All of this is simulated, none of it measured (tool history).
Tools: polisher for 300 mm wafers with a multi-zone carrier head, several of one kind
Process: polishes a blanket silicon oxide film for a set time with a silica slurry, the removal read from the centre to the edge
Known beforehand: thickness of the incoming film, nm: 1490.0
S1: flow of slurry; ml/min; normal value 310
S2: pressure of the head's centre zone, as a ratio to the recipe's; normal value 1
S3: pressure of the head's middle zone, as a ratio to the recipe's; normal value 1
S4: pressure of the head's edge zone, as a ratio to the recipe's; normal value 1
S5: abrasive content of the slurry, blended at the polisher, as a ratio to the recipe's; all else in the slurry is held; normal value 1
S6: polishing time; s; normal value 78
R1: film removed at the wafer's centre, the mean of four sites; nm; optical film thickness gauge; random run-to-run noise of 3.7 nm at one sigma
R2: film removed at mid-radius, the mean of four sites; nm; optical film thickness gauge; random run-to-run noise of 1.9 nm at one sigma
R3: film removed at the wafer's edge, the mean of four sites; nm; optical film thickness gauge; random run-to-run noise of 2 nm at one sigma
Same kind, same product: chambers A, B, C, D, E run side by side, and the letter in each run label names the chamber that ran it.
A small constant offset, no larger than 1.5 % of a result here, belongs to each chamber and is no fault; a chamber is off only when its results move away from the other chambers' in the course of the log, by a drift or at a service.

{"run": "1E", "hour": 5.0, "S1": 310, "S2": 1, "S3": 1, "S4": 1, "S5": 1, "S6": 78, "R1": 273.67, "R2": 270.22, "R3": 274.43}
{"hour": 8.6, "done": "chamber B: worn pad replaced by a new one"}
{"run": "2D", "hour": 9.0, "S1": 310, "S2": 1, "S3": 1, "S4": 1, "S5": 1, "S6": 78, "R1": 281.39, "R2": 270.48, "R3": 276.89}
{"hour": 15.4, "done": "chamber C: worn pad replaced by a new one"}
{"run": "3B", "hour": 15.5, "S1": 310, "S2": 1, "S3": 1, "S4": 1, "S5": 1, "S6": 78, "R1": 262.55, "R2": 268.67, "R3": 271.26}
{"run": "4C", "hour": 21.5, "S1": 310, "S2": 1, "S3": 1, "S4": 1, "S5": 1, "S6": 78, "R1": 273.61, "R2": 268.09, "R3": 270.46}
{"run": "5A", "hour": 26.4, "S1": 310, "S2": 1, "S3": 1, "S4": 1, "S5": 1, "S6": 78, "R1": 272, "R2": 266.26, "R3": 274.56}
{"run": "6A", "hour": 33.4, "S1": 310, "S2": 1, "S3": 1, "S4": 0.9, "S5": 1, "S6": 78, "R1": 273.74, "R2": 269.02, "R3": 259.25}
{"hour": 37.0, "done": "chamber A: worn pad replaced by a new one"}
{"run": "7B", "hour": 38.7, "S1": 310, "S2": 1, "S3": 1, "S4": 0.9, "S5": 1, "S6": 78, "R1": 270.8, "R2": 264.51, "R3": 257.09}
{"hour": 40.1, "done": "chamber E: worn pad replaced by a new one"}
{"run": "8E", "hour": 44.2, "S1": 310, "S2": 1, "S3": 1, "S4": 0.9, "S5": 1, "S6": 78, "R1": 276.48, "R2": 270.37, "R3": 259.63}
{"run": "9C", "hour": 48.2, "S1": 310, "S2": 1, "S3": 1, "S4": 0.9, "S5": 1, "S6": 78, "R1": 269.61, "R2": 272.89, "R3": 253.39}
{"hour": 49.0, "done": "chamber C: slurry nozzle cleaned"}
{"run": "10D", "hour": 51.6, "S1": 310, "S2": 1, "S3": 1, "S4": 0.9, "S5": 1, "S6": 78, "R1": 273, "R2": 269.1, "R3": 260.08}
{"run": "11E", "hour": 55.5, "S1": 310, "S2": 1, "S3": 0.92, "S4": 1, "S5": 1, "S6": 78, "R1": 277.91, "R2": 253.03, "R3": 274.19}
{"hour": 57.7, "done": "chamber D: worn pad replaced by a new one"}
{"run": "12B", "hour": 59.9, "S1": 310, "S2": 1, "S3": 0.92, "S4": 1, "S5": 1, "S6": 78, "R1": 275.37, "R2": 249.4, "R3": 267.4}
{"run": "13A", "hour": 67.2, "S1": 310, "S2": 1, "S3": 0.92, "S4": 1, "S5": 1, "S6": 78, "R1": 274.7, "R2": 249.88, "R3": 271.87}
{"run": "14D", "hour": 72.5, "S1": 310, "S2": 1, "S3": 0.92, "S4": 1, "S5": 1, "S6": 78, "R1": 273.85, "R2": 248.88, "R3": 273.54}
{"hour": 78.3, "done": "chamber B: slurry nozzle cleaned"}
{"run": "15C", "hour": 78.5, "S1": 310, "S2": 1, "S3": 0.92, "S4": 1, "S5": 1, "S6": 78, "R1": 271.68, "R2": 250.17, "R3": 265.8}
{"run": "16C", "hour": 82.7, "S1": 310, "S2": 1, "S3": 1, "S4": 1, "S5": 1, "S6": 78, "R1": 264.96, "R2": 268.4, "R3": 269.03}
{"run": "17D", "hour": 88.4, "S1": 310, "S2": 1, "S3": 1, "S4": 1, "S5": 1, "S6": 78, "R1": 270.25, "R2": 269.27, "R3": 273.53}
{"run": "18B", "hour": 94.5, "S1": 310, "S2": 1, "S3": 1, "S4": 1, "S5": 1, "S6": 78, "R1": 273.64, "R2": 267.45, "R3": 271.41}
{"run": "19E", "hour": 102.0, "S1": 310, "S2": 1, "S3": 1, "S4": 1, "S5": 1, "S6": 78, "R1": 270.82, "R2": 270.14, "R3": 274.6}
{"hour": 104.8, "done": "chamber A: worn pad replaced by a new one"}
{"run": "20A", "hour": 107.9, "S1": 310, "S2": 1, "S3": 1, "S4": 1, "S5": 1, "S6": 78, "R1": 273.63, "R2": 267.38, "R3": 270.12}
{"hour": 112.0, "done": "chamber B: worn pad replaced by a new one"}
{"hour": 114.2, "done": "chamber E: worn pad replaced by a new one"}
{"run": "21C", "hour": 115.0, "S1": 310, "S2": 1, "S3": 1, "S4": 1, "S5": 1, "S6": 78, "R1": 275.88, "R2": 273.15, "R3": 266.22}
{"hour": 115.7, "done": "chamber B: centre zone pressure recalibrated"}
{"run": "22B", "hour": 120.1, "S1": 310, "S2": 1, "S3": 1, "S4": 1, "S5": 1, "S6": 78, "R1": 300.22, "R2": 268.24, "R3": 269.06}
{"run": "23A", "hour": 124.0, "S1": 310, "S2": 1, "S3": 1, "S4": 1, "S5": 1, "S6": 78, "R1": 270.3, "R2": 269.51, "R3": 266.56}
{"run": "24E", "hour": 127.9, "S1": 310, "S2": 1, "S3": 1, "S4": 1, "S5": 1, "S6": 78, "R1": 276.64, "R2": 274.63, "R3": 271.15}
{"hour": 129.6, "done": "chamber D: worn pad replaced by a new one"}
{"run": "25D", "hour": 131.3, "S1": 310, "S2": 1, "S3": 1, "S4": 1, "S5": 1, "S6": 78, "R1": 273.75, "R2": 266.33, "R3": 275.24}
{"hour": 134.7, "done": "chamber E: slurry nozzle cleaned"}
{"run": "26C", "hour": 135.1, "S1": 310, "S2": 1, "S3": 1, "S4": 1, "S5": 1, "S6": 78, "R1": 273.13, "R2": 268.29, "R3": 267.83}
{"run": "27D", "hour": 139.1, "S1": 310, "S2": 1, "S3": 1, "S4": 1, "S5": 1, "S6": 78, "R1": 278.16, "R2": 271.67, "R3": 268.92}
{"hour": 143.6, "done": "chamber C: worn pad replaced by a new one"}
{"run": "28A", "hour": 144.7, "S1": 310, "S2": 1, "S3": 1, "S4": 1, "S5": 1, "S6": 78, "R1": 272.76, "R2": 266.53, "R3": 266.09}
{"run": "29B", "hour": 149.8, "S1": 310, "S2": 1, "S3": 1.04, "S4": 1, "S5": 1.1, "S6": 78, "R1": 317.87, "R2": 284.75, "R3": 279.86}
{"run": "30E", "hour": 157.2, "S1": 310, "S2": 1, "S3": 1.04, "S4": 1, "S5": 1.1, "S6": 78, "R1": 281.47, "R2": 296.93, "R3": 283.16}
{"hour": 162.6, "done": "chamber D: edge zone pressure recalibrated"}
{"run": "31D", "hour": 163.6, "S1": 310, "S2": 1, "S3": 1.04, "S4": 1, "S5": 1.1, "S6": 78, "R1": 285.67, "R2": 292.04, "R3": 280.75}
{"hour": 165.5, "done": "chamber A: slurry nozzle cleaned"}
{"run": "32E", "hour": 167.2, "S1": 310, "S2": 1, "S3": 1.04, "S4": 1, "S5": 1.1, "S6": 78, "R1": 282.22, "R2": 291.07, "R3": 289.12}
{"run": "33A", "hour": 171.4, "S1": 310, "S2": 1, "S3": 1.04, "S4": 1, "S5": 1.1, "S6": 78, "R1": 280.08, "R2": 290.95, "R3": 282.02}
{"run": "34C", "hour": 175.0, "S1": 310, "S2": 1, "S3": 1, "S4": 1, "S5": 1, "S6": 78, "R1": 272.58, "R2": 270.58, "R3": 270.81}
{"run": "35B", "hour": 181.0, "S1": 310, "S2": 1, "S3": 1, "S4": 1, "S5": 1, "S6": 78, "R1": 295.83, "R2": 266.64, "R3": 267.31}
{"run": "36E", "hour": 186.3, "S1": 310, "S2": 1, "S3": 1, "S4": 1, "S5": 1, "S6": 78, "R1": 277.99, "R2": 271.22, "R3": 275.31}
{"run": "37B", "hour": 189.6, "S1": 310, "S2": 1, "S3": 1, "S4": 1, "S5": 1, "S6": 78, "R1": 304.14, "R2": 270.87, "R3": 271.26}
{"run": "38C", "hour": 196.6, "S1": 310, "S2": 1, "S3": 1, "S4": 1, "S5": 1, "S6": 78, "R1": 273.63, "R2": 269.13, "R3": 266.43}
{"run": "39D", "hour": 200.7, "S1": 310, "S2": 1, "S3": 1, "S4": 1, "S5": 1, "S6": 78, "R1": 276.61, "R2": 268.91, "R3": 273.45}

Next, all 5 chambers run the settings below, one line each with question marks for the results. What does each chamber give?
{"run": "40A", "hour": 206.2, "S1": 310, "S2": 1, "S3": 0.93, "S4": 1, "S5": 1, "S6": 78, "R1": "?", "R2": "?", "R3": "?"}
{"run": "40B", "hour": 206.2, "S1": 310, "S2": 1, "S3": 0.93, "S4": 1, "S5": 1, "S6": 78, "R1": "?", "R2": "?", "R3": "?"}
{"run": "40C", "hour": 206.2, "S1": 310, "S2": 1, "S3": 0.93, "S4": 1, "S5": 1, "S6": 78, "R1": "?", "R2": "?", "R3": "?"}
{"run": "40D", "hour": 206.2, "S1": 310, "S2": 1, "S3": 0.93, "S4": 1, "S5": 1, "S6": 78, "R1": "?", "R2": "?", "R3": "?"}
{"run": "40E", "hour": 206.2, "S1": 310, "S2": 1, "S3": 0.93, "S4": 1, "S5": 1, "S6": 78, "R1": "?", "R2": "?", "R3": "?"}

run=40A R1=271.2 R2=250.3 R3=268.91
run=40B R1=293.42 R2=250.79 R3=269.72
run=40C R1=271.71 R2=254.21 R3=266.27
run=40D R1=278.18 R2=247.48 R3=269.57
run=40E R1=270.51 R2=252.72 R3=273.66
